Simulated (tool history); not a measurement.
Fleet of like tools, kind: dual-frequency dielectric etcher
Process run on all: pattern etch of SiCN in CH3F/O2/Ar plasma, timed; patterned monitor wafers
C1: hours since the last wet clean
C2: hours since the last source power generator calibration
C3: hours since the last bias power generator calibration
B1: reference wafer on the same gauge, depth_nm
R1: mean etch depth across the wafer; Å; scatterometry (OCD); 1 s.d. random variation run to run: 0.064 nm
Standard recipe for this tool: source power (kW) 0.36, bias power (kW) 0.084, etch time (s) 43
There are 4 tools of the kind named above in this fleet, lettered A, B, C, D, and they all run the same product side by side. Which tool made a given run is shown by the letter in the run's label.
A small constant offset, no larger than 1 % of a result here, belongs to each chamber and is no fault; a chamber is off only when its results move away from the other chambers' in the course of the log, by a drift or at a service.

Run 1A, day 0.4: usual settings; C1 88.6; C2 1622.7; C3 3480.1; B1 17.193. Result: R1 162.4 Å.
Run 2C, day 0.958: usual settings; C1 90.4; C2 3729.1; C3 319.8; B1 17.216. Result: R1 164.65 Å.
Run 3D, day 1.567: usual settings; C1 101.5; C2 608.2; C3 178.2; B1 17.208. Result: R1 163.85 Å.
Run 4B, day 2.2: usual settings; C1 359.8; C2 2043.2; C3 3396.2; B1 17.199. Result: R1 164.37 Å.
Run 5C, day 2.85: usual settings; C1 135.8; C2 3774.5; C3 365.2; B1 17.22. Result: R1 166.85 Å.
Run 6D, day 3.146: usual settings; C1 139.4; C2 646.1; C3 216.1; B1 17.196. Result: R1 165.62 Å.
Run 7A, day 3.829: usual settings; C1 170.9; C2 1705; C3 3562.4; B1 17.206. Result: R1 162.05 Å.
Run 8B, day 4.138: usual settings; C1 406.3; C2 2089.7; C3 3442.7; B1 17.194. Result: R1 164.58 Å.
Run 9A, day 4.633: usual settings but source power (kW) 0.31, etch time (s) 33; C1 190.2; C2 1724.3; C3 3581.7; B1 17.224. Result: R1 118.12 Å.
Run 10D, day 5.046: usual settings but source power (kW) 0.31, etch time (s) 33; C1 185; C2 691.7; C3 261.7; B1 17.205. Result: R1 119.33 Å.
Run 11C, day 5.604: usual settings but source power (kW) 0.31, etch time (s) 33; C1 201.9; C2 3840.6; C3 431.3; B1 17.209. Result: R1 120.27 Å.
Run 12B, day 6.083: usual settings but source power (kW) 0.31, etch time (s) 33; C1 453; C2 2136.4; C3 3489.4; B1 17.199. Result: R1 118.38 Å.
Run 13D, day 6.721: usual settings; C1 225.2; C2 731.9; C3 301.9; B1 17.182. Result: R1 163.32 Å.
Run 14A, day 7.017: usual settings; C1 247.4; C2 1781.5; C3 3638.9; B1 17.177. Result: R1 162.1 Å.
Run 15C, day 7.462: usual settings but etch time (s) 33.5; C1 246.5; C2 3885.2; C3 475.9; B1 17.209. Result: R1 128.45 Å.
Run 16B, day 7.938: usual settings but etch time (s) 33.5; C1 497.5; C2 2180.9; C3 3533.9; B1 17.188. Result: R1 126.55 Å.
Run 17D, day 8.275: usual settings but etch time (s) 33.5; C1 262.5; C2 769.2; C3 339.2; B1 17.197. Result: R1 127.25 Å.
Run 18C, day 8.758: usual settings but etch time (s) 33.5; C1 277.6; C2 3916.3; C3 507; B1 17.192. Result: R1 128.9 Å.
Run 19B, day 9.258: usual settings; C1 529.2; C2 2212.6; C3 3565.6; B1 17.195. Result: R1 163.09 Å.
Run 20A, day 9.808: usual settings; C1 314.4; C2 1848.5; C3 3705.9; B1 17.212. Result: R1 163.07 Å.
Run 21A, day 10.404: usual settings; C1 328.7; C2 1862.8; C3 3720.2; B1 17.187. Result: R1 162.02 Å.
Run 22C, day 10.925: usual settings; C1 329.6; C2 3968.3; C3 559; B1 17.215. Result: R1 164.92 Å.
Run 23B, day 11.333: usual settings; C1 579; C2 2262.4; C3 3615.4; B1 17.211. Result: R1 160.46 Å.
At day 11.5: chamber D: wet clean of the chamber.
At day 11.754: chamber C: source power generator calibrated.
Run 24D, day 11.767: usual settings; C1 6.4; C2 853; C3 423; B1 17.192. Result: R1 163.78 Å.
Run 25B, day 12.25: usual settings; C1 601; C2 2284.4; C3 3637.4; B1 17.208. Result: R1 159.49 Å.
Run 26D, day 12.912: usual settings but source power (kW) 0.39, bias power (kW) 0.066; C1 33.9; C2 880.5; C3 450.5; B1 17.212. Result: R1 154.81 Å.
Run 27C, day 13.208: usual settings but source power (kW) 0.39, bias power (kW) 0.066; C1 384.4; C2 35; C3 613.8; B1 17.182. Result: R1 156.67 Å.
Run 28A, day 13.738: usual settings but source power (kW) 0.39, bias power (kW) 0.066; C1 408.7; C2 1942.8; C3 3800.2; B1 17.191. Result: R1 153.32 Å.
Run 29C, day 14.288: usual settings but source power (kW) 0.39, bias power (kW) 0.066; C1 410.3; C2 60.9; C3 639.7; B1 17.194. Result: R1 157.47 Å.
Run 30D, day 14.679: usual settings; C1 76.3; C2 922.9; C3 492.9; B1 17.194. Result: R1 163.88 Å.
At day 14.717: chamber A: wet clean of the chamber.
Run 31A, day 15.246: usual settings but etch time (s) 38; C1 12.8; C2 1979; C3 3836.4; B1 17.199. Result: R1 144.04 Å.
Run 32B, day 15.654: usual settings but etch time (s) 38; C1 682.7; C2 2366.1; C3 3719.1; B1 17.205. Result: R1 140.02 Å.
Run 33D, day 15.996: usual settings but etch time (s) 38; C1 107.9; C2 954.5; C3 524.5; B1 17.192. Result: R1 145.13 Å.
Run 34B, day 16.508: usual settings but etch time (s) 38; C1 703.2; C2 2386.6; C3 3739.6; B1 17.197. Result: R1 141.08 Å.
Run 35C, day 17.042: usual settings; C1 476.4; C2 127; C3 705.8; B1 17.212. Result: R1 165.42 Å.
Run 36A, day 17.588: usual settings but bias power (kW) 0.073; C1 69; C2 2035.2; C3 3892.6; B1 17.192. Result: R1 155.1 Å.
Run 37B, day 17.975: usual settings but bias power (kW) 0.073; C1 738.4; C2 2421.8; C3 3774.8; B1 17.197. Result: R1 150.25 Å.
Run 38A, day 18.375: usual settings but bias power (kW) 0.073; C1 87.9; C2 2054.1; C3 3911.5; B1 17.18. Result: R1 155.17 Å.
Run 39D, day 18.879: usual settings but bias power (kW) 0.073; C1 177.1; C2 1023.7; C3 593.7; B1 17.209. Result: R1 155.86 Å.
Run 40C, day 19.438: usual settings; C1 533.9; C2 184.5; C3 763.3; B1 17.211. Result: R1 164.95 Å.
Run 41C, day 19.958: usual settings; C1 546.4; C2 197; C3 775.8; B1 17.201. Result: R1 166.2 Å.

What goes on in this fleet: one chamber off, a drifting gauge, or nothing beyond the chambers' own small offsets? Name the chamber and the cause, if any.

Little by little, chamber B moves away from the other chambers.
What lies behind it: etch rate under this chamber's usual, % = 3.8.

Chamber B could run next with any of the 4 candidate recipes listed below; each alters the usual settings, and their results appear as question marks. Which one brings its results back in line with what the other chambers deliver on the usual settings?
Counts as in line when no further than this from what the other chambers average on the usual settings: R1 2.2 Å
Run 42B-1, day 20.446: usual settings but etch time (s) 44.5. Result: R1 ?.
Run 42B-2, day 20.446: usual settings but bias power (kW) 0.083, etch time (s) 40.5. Result: R1 ?.
Run 42B-3, day 20.446: usual settings but source power (kW) 0.39, bias power (kW) 0.091. Result: R1 ?.
Run 42B-4, day 20.446: usual settings but bias power (kW) 0.083, etch time (s) 41.5. Result: R1 ?.

The other chambers' mean on the usual settings: R1 163.92 Å
  run      R1
42B-1   163.1
42B-2  147.79
42B-3  167.23
42B-4  151.44
The answer is 42B-1, which returns the chamber to within the allowed miss of the others.
